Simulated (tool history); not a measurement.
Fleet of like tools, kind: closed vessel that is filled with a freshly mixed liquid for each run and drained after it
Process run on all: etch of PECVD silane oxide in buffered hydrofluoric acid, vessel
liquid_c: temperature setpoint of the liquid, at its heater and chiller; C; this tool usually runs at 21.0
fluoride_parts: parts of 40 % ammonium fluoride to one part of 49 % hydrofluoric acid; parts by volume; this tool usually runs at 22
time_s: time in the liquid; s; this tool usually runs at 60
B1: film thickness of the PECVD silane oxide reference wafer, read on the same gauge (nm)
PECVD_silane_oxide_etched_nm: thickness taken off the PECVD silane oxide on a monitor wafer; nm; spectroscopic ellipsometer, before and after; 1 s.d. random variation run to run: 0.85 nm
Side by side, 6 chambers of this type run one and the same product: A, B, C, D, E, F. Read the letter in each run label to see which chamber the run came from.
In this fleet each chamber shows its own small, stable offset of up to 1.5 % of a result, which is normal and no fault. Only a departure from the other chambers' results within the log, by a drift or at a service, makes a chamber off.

{"run": "1A", "hour": 9.1, "liquid_c": 21.0, "fluoride_parts": 22, "time_s": 60, "B1": 130.02, "PECVD_silane_oxide_etched_nm": 86.876}
{"run": "2B", "hour": 24.4, "liquid_c": 21.0, "fluoride_parts": 22, "time_s": 60, "B1": 129.97, "PECVD_silane_oxide_etched_nm": 87.607}
{"run": "3C", "hour": 37.0, "liquid_c": 21.0, "fluoride_parts": 22, "time_s": 60, "B1": 129.94, "PECVD_silane_oxide_etched_nm": 87.21}
{"run": "4F", "hour": 45.1, "liquid_c": 21.0, "fluoride_parts": 22, "time_s": 60, "B1": 129.99, "PECVD_silane_oxide_etched_nm": 88.374}
{"hour": 59.1, "done": "chamber E: thermometer replaced"}
{"run": "5D", "hour": 59.5, "liquid_c": 21.0, "fluoride_parts": 22, "time_s": 60, "B1": 130.0, "PECVD_silane_oxide_etched_nm": 89.637}
{"run": "6E", "hour": 71.8, "liquid_c": 21.0, "fluoride_parts": 22, "time_s": 60, "B1": 130.01, "PECVD_silane_oxide_etched_nm": 88.379}
{"run": "7B", "hour": 87.6, "liquid_c": 21.0, "fluoride_parts": 22, "time_s": 60, "B1": 129.96, "PECVD_silane_oxide_etched_nm": 86.098}
{"run": "8E", "hour": 95.8, "liquid_c": 21.0, "fluoride_parts": 22, "time_s": 60, "B1": 130.03, "PECVD_silane_oxide_etched_nm": 87.108}
{"run": "9A", "hour": 111.6, "liquid_c": 21.0, "fluoride_parts": 22, "time_s": 60, "B1": 130.01, "PECVD_silane_oxide_etched_nm": 86.143}
{"run": "10D", "hour": 123.0, "liquid_c": 21.0, "fluoride_parts": 22, "time_s": 60, "B1": 130.03, "PECVD_silane_oxide_etched_nm": 89.014}
{"hour": 127.4, "done": "chamber F: thermometer replaced"}
{"run": "11F", "hour": 135.7, "liquid_c": 21.0, "fluoride_parts": 22, "time_s": 60, "B1": 129.98, "PECVD_silane_oxide_etched_nm": 86.915}
{"run": "12C", "hour": 148.0, "liquid_c": 21.0, "fluoride_parts": 22, "time_s": 60, "B1": 129.96, "PECVD_silane_oxide_etched_nm": 87.852}
{"run": "13A", "hour": 162.0, "liquid_c": 18.0, "fluoride_parts": 22, "time_s": 70, "B1": 130.02, "PECVD_silane_oxide_etched_nm": 85.498}
{"run": "14D", "hour": 175.9, "liquid_c": 18.0, "fluoride_parts": 22, "time_s": 70, "B1": 130.01, "PECVD_silane_oxide_etched_nm": 88.016}
{"run": "15C", "hour": 188.6, "liquid_c": 18.0, "fluoride_parts": 22, "time_s": 70, "B1": 130.01, "PECVD_silane_oxide_etched_nm": 85.795}
{"run": "16E", "hour": 198.3, "liquid_c": 18.0, "fluoride_parts": 22, "time_s": 70, "B1": 129.99, "PECVD_silane_oxide_etched_nm": 85.853}
{"hour": 207.0, "done": "chamber F: hydrofluoric acid flow meter replaced"}
{"hour": 207.1, "done": "chamber A: thermometer replaced"}
{"run": "17F", "hour": 208.4, "liquid_c": 18.0, "fluoride_parts": 22, "time_s": 70, "B1": 129.99, "PECVD_silane_oxide_etched_nm": 86.782}
{"run": "18B", "hour": 220.1, "liquid_c": 18.0, "fluoride_parts": 22, "time_s": 70, "B1": 130.02, "PECVD_silane_oxide_etched_nm": 85.762}
{"run": "19F", "hour": 228.8, "liquid_c": 21.0, "fluoride_parts": 22, "time_s": 60, "B1": 130.02, "PECVD_silane_oxide_etched_nm": 87.788}
{"run": "20A", "hour": 236.0, "liquid_c": 21.0, "fluoride_parts": 22, "time_s": 60, "B1": 129.94, "PECVD_silane_oxide_etched_nm": 85.144}
{"run": "21C", "hour": 245.1, "liquid_c": 21.0, "fluoride_parts": 22, "time_s": 60, "B1": 129.94, "PECVD_silane_oxide_etched_nm": 86.289}
{"run": "22D", "hour": 253.1, "liquid_c": 21.0, "fluoride_parts": 22, "time_s": 60, "B1": 129.98, "PECVD_silane_oxide_etched_nm": 88.719}
{"run": "23B", "hour": 264.2, "liquid_c": 21.0, "fluoride_parts": 22, "time_s": 60, "B1": 130.02, "PECVD_silane_oxide_etched_nm": 86.285}
{"run": "24E", "hour": 278.3, "liquid_c": 21.0, "fluoride_parts": 22, "time_s": 60, "B1": 130.02, "PECVD_silane_oxide_etched_nm": 89.005}
{"hour": 285.7, "done": "chamber A: hydrofluoric acid flow meter replaced"}
{"run": "25A", "hour": 290.3, "liquid_c": 21.0, "fluoride_parts": 22, "time_s": 60, "B1": 130.0, "PECVD_silane_oxide_etched_nm": 86.983}
{"run": "26E", "hour": 297.9, "liquid_c": 23.5, "fluoride_parts": 26, "time_s": 60, "B1": 129.99, "PECVD_silane_oxide_etched_nm": 89.648}
{"run": "27D", "hour": 310.3, "liquid_c": 23.5, "fluoride_parts": 26, "time_s": 60, "B1": 130.01, "PECVD_silane_oxide_etched_nm": 90.7}
{"run": "28B", "hour": 325.2, "liquid_c": 23.5, "fluoride_parts": 26, "time_s": 60, "B1": 129.95, "PECVD_silane_oxide_etched_nm": 88.569}
{"run": "29C", "hour": 339.1, "liquid_c": 23.5, "fluoride_parts": 26, "time_s": 60, "B1": 130.01, "PECVD_silane_oxide_etched_nm": 89.825}
{"run": "30F", "hour": 350.9, "liquid_c": 23.5, "fluoride_parts": 26, "time_s": 60, "B1": 130.01, "PECVD_silane_oxide_etched_nm": 90.148}
{"hour": 355.4, "done": "chamber E: hydrofluoric acid flow meter replaced"}
{"run": "31B", "hour": 359.8, "liquid_c": 23.5, "fluoride_parts": 26, "time_s": 60, "B1": 130.0, "PECVD_silane_oxide_etched_nm": 88.155}
{"run": "32D", "hour": 373.8, "liquid_c": 21.0, "fluoride_parts": 22, "time_s": 60, "B1": 129.98, "PECVD_silane_oxide_etched_nm": 90.087}
{"run": "33A", "hour": 387.6, "liquid_c": 21.0, "fluoride_parts": 22, "time_s": 60, "B1": 129.97, "PECVD_silane_oxide_etched_nm": 87.219}
{"run": "34C", "hour": 397.8, "liquid_c": 17.5, "fluoride_parts": 22, "time_s": 60, "B1": 129.99, "PECVD_silane_oxide_etched_nm": 71.181}
{"run": "35F", "hour": 409.1, "liquid_c": 17.5, "fluoride_parts": 22, "time_s": 60, "B1": 129.98, "PECVD_silane_oxide_etched_nm": 70.786}
{"run": "36E", "hour": 418.9, "liquid_c": 17.5, "fluoride_parts": 22, "time_s": 60, "B1": 130.02, "PECVD_silane_oxide_etched_nm": 71.698}
{"run": "37B", "hour": 430.6, "liquid_c": 17.5, "fluoride_parts": 22, "time_s": 60, "B1": 130.04, "PECVD_silane_oxide_etched_nm": 71.616}
{"run": "38E", "hour": 441.8, "liquid_c": 17.5, "fluoride_parts": 22, "time_s": 60, "B1": 129.99, "PECVD_silane_oxide_etched_nm": 71.143}
{"run": "39D", "hour": 449.6, "liquid_c": 17.5, "fluoride_parts": 22, "time_s": 60, "B1": 130.06, "PECVD_silane_oxide_etched_nm": 72.021}

All 6 chambers run these settings next. Forecast each chamber's results:
{"run": "40A", "hour": 461.1, "liquid_c": 21.0, "fluoride_parts": 22, "time_s": 60, "PECVD_silane_oxide_etched_nm": "?"}
{"run": "40B", "hour": 461.1, "liquid_c": 21.0, "fluoride_parts": 22, "time_s": 60, "PECVD_silane_oxide_etched_nm": "?"}
{"run": "40C", "hour": 461.1, "liquid_c": 21.0, "fluoride_parts": 22, "time_s": 60, "PECVD_silane_oxide_etched_nm": "?"}
{"run": "40D", "hour": 461.1, "liquid_c": 21.0, "fluoride_parts": 22, "time_s": 60, "PECVD_silane_oxide_etched_nm": "?"}
{"run": "40E", "hour": 461.1, "liquid_c": 21.0, "fluoride_parts": 22, "time_s": 60, "PECVD_silane_oxide_etched_nm": "?"}
{"run": "40F", "hour": 461.1, "liquid_c": 21.0, "fluoride_parts": 22, "time_s": 60, "PECVD_silane_oxide_etched_nm": "?"}

run=40A PECVD_silane_oxide_etched_nm=87.247
run=40B PECVD_silane_oxide_etched_nm=86.042
run=40C PECVD_silane_oxide_etched_nm=87.618
run=40D PECVD_silane_oxide_etched_nm=87.238
run=40E PECVD_silane_oxide_etched_nm=86.927
run=40F PECVD_silane_oxide_etched_nm=88.428

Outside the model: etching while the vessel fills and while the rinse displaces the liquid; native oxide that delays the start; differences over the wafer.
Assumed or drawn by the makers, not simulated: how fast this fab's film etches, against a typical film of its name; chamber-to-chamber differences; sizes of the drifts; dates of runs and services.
